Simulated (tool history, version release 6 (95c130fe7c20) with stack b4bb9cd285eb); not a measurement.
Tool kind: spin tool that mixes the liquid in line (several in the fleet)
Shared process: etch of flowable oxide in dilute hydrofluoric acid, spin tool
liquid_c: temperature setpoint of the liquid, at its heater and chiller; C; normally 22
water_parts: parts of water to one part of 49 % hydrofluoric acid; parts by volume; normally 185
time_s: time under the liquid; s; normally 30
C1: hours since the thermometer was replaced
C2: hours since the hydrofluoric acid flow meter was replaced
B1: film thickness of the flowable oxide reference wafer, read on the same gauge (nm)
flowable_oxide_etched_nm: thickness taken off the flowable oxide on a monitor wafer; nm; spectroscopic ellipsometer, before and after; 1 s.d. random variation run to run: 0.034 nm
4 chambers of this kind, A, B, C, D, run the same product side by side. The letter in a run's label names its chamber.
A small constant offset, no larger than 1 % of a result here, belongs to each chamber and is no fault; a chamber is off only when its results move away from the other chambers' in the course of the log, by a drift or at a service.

Run 1B, hour 8.4: usual settings; C1 1210.8; C2 649.9; B1 90.021. Result: flowable_oxide_etched_nm 6.6667 nm.
Run 2A, hour 13.8: usual settings; C1 2322.7; C2 1068.3; B1 90.018. Result: flowable_oxide_etched_nm 6.6721 nm.
Run 3C, hour 25.9: usual settings; C1 1151.3; C2 1464; B1 89.985. Result: flowable_oxide_etched_nm 6.6086 nm.
Run 4D, hour 31.7: usual settings; C1 1451.7; C2 194.2; B1 90.008. Result: flowable_oxide_etched_nm 6.6712 nm.
Run 5A, hour 38: usual settings; C1 2346.9; C2 1092.5; B1 89.956. Result: flowable_oxide_etched_nm 6.6165 nm.
Run 6D, hour 44.3: usual settings but water_parts 95 parts by volume; C1 1464.3; C2 206.8; B1 89.978. Result: flowable_oxide_etched_nm 14.147 nm.
Run 7C, hour 52: usual settings but water_parts 95 parts by volume; C1 1177.4; C2 1490.1; B1 89.999. Result: flowable_oxide_etched_nm 14.556 nm.
Run 8B, hour 59.2: usual settings but water_parts 95 parts by volume; C1 1261.6; C2 700.7; B1 89.971. Result: flowable_oxide_etched_nm 14.705 nm.
Run 9C, hour 69.5: usual settings but water_parts 95 parts by volume; C1 1194.9; C2 1507.6; B1 90.005. Result: flowable_oxide_etched_nm 14.454 nm.
At hour 74.3: chamber B: thermometer replaced.
Run 10B, hour 81.2: usual settings; C1 6.9; C2 722.7; B1 89.995. Result: flowable_oxide_etched_nm 6.6433 nm.
Run 11D, hour 91.5: usual settings; C1 1511.5; C2 254; B1 90.002. Result: flowable_oxide_etched_nm 6.7348 nm.
Run 12A, hour 102.4: usual settings; C1 2411.3; C2 1156.9; B1 89.988. Result: flowable_oxide_etched_nm 6.6941 nm.
Run 13C, hour 110: usual settings; C1 1235.4; C2 1548.1; B1 89.998. Result: flowable_oxide_etched_nm 6.6278 nm.
Run 14A, hour 117.5: usual settings; C1 2426.4; C2 1172; B1 89.969. Result: flowable_oxide_etched_nm 6.6894 nm.
Run 15D, hour 126.7: usual settings but water_parts 130 parts by volume; C1 1546.7; C2 289.2; B1 89.981. Result: flowable_oxide_etched_nm 10.102 nm.
Run 16B, hour 137.8: usual settings but water_parts 130 parts by volume; C1 63.5; C2 779.3; B1 89.99. Result: flowable_oxide_etched_nm 10.179 nm.
Run 17D, hour 144.1: usual settings but water_parts 130 parts by volume; C1 1564.1; C2 306.6; B1 90.01. Result: flowable_oxide_etched_nm 10.235 nm.
Run 18C, hour 155.3: usual settings but water_parts 130 parts by volume; C1 1280.7; C2 1593.4; B1 90.029. Result: flowable_oxide_etched_nm 10.12 nm.
Run 19A, hour 161.8: usual settings; C1 2470.7; C2 1216.3; B1 90.035. Result: flowable_oxide_etched_nm 6.6357 nm.
Run 20B, hour 172.7: usual settings; C1 98.4; C2 814.2; B1 90.009. Result: flowable_oxide_etched_nm 6.6449 nm.
Run 21A, hour 180.9: usual settings; C1 2489.8; C2 1235.4; B1 90.006. Result: flowable_oxide_etched_nm 6.7232 nm.
Run 22C, hour 192.4: usual settings; C1 1317.8; C2 1630.5; B1 90.004. Result: flowable_oxide_etched_nm 6.7182 nm.
Run 23B, hour 202.5: usual settings; C1 128.2; C2 844; B1 90.024. Result: flowable_oxide_etched_nm 6.6088 nm.
Run 24D, hour 213.9: usual settings; C1 1633.9; C2 376.4; B1 90. Result: flowable_oxide_etched_nm 6.9141 nm.
Run 25A, hour 219.5: usual settings but liquid_c 19 C, time_s 15 s; C1 2528.4; C2 1274; B1 90.015. Result: flowable_oxide_etched_nm 2.9432 nm.
Run 26B, hour 228.2: usual settings but liquid_c 19 C, time_s 15 s; C1 153.9; C2 869.7; B1 90.018. Result: flowable_oxide_etched_nm 2.9708 nm.
Run 27C, hour 235.4: usual settings but liquid_c 19 C, time_s 15 s; C1 1360.8; C2 1673.5; B1 90.007. Result: flowable_oxide_etched_nm 2.978 nm.
Run 28D, hour 242.3: usual settings but liquid_c 19 C, time_s 15 s; C1 1662.3; C2 404.8; B1 90.014. Result: flowable_oxide_etched_nm 3.0739 nm.
Run 29B, hour 249.4: usual settings; C1 175.1; C2 890.9; B1 89.989. Result: flowable_oxide_etched_nm 6.6987 nm.
Run 30C, hour 254.8: usual settings; C1 1380.2; C2 1692.9; B1 89.981. Result: flowable_oxide_etched_nm 6.5883 nm.
Run 31A, hour 261.8: usual settings; C1 2570.7; C2 1316.3; B1 89.996. Result: flowable_oxide_etched_nm 6.6762 nm.
Run 32D, hour 267.7: usual settings; C1 1687.7; C2 430.2; B1 90.006. Result: flowable_oxide_etched_nm 7.0806 nm.
Run 33A, hour 275: usual settings; C1 2583.9; C2 1329.5; B1 89.994. Result: flowable_oxide_etched_nm 6.6984 nm.
Run 34B, hour 284.8: usual settings but water_parts 230 parts by volume, time_s 20 s; C1 210.5; C2 926.3; B1 90.009. Result: flowable_oxide_etched_nm 3.3812 nm.

Does one chamber stand apart from the rest, does the shared gauge drift, or is all well apart from small per-chamber offsets? Give the chamber and the most likely cause, where there is one.

Chamber D drifts away from the others.
Most likely cause: liquid hotter than its thermometer reads (K) = 1.5.
It could be hard to tell apart here from: hydrofluoric acid flow above the setpoint (%).

Here are 4 candidates for chamber D's next run, each the usual settings with a change, their results left as question marks. Which one brings its results back in line with what the others give on the usual settings?
In-line tolerance around the mean of the other chambers on the usual settings: flowable_oxide_etched_nm 0.12 nm
Run 35D-1, hour 293.5: usual settings but water_parts 175 parts by volume. Result: flowable_oxide_etched_nm ?.
Run 35D-2, hour 293.5: usual settings but water_parts 195 parts by volume. Result: flowable_oxide_etched_nm ?.
Run 35D-3, hour 293.5: usual settings but liquid_c 22.5 C. Result: flowable_oxide_etched_nm ?.
Run 35D-4, hour 293.5: usual settings but liquid_c 21.5 C. Result: flowable_oxide_etched_nm ?.

Usual-settings mean across the other chambers: flowable_oxide_etched_nm 6.6529 nm
  run  flowable_oxide_etched_nm
35D-1                    7.5334
35D-2                    6.6254
35D-3                    7.1849
35D-4                    6.9228
With 35D-2, the chamber falls back in line with the rest.
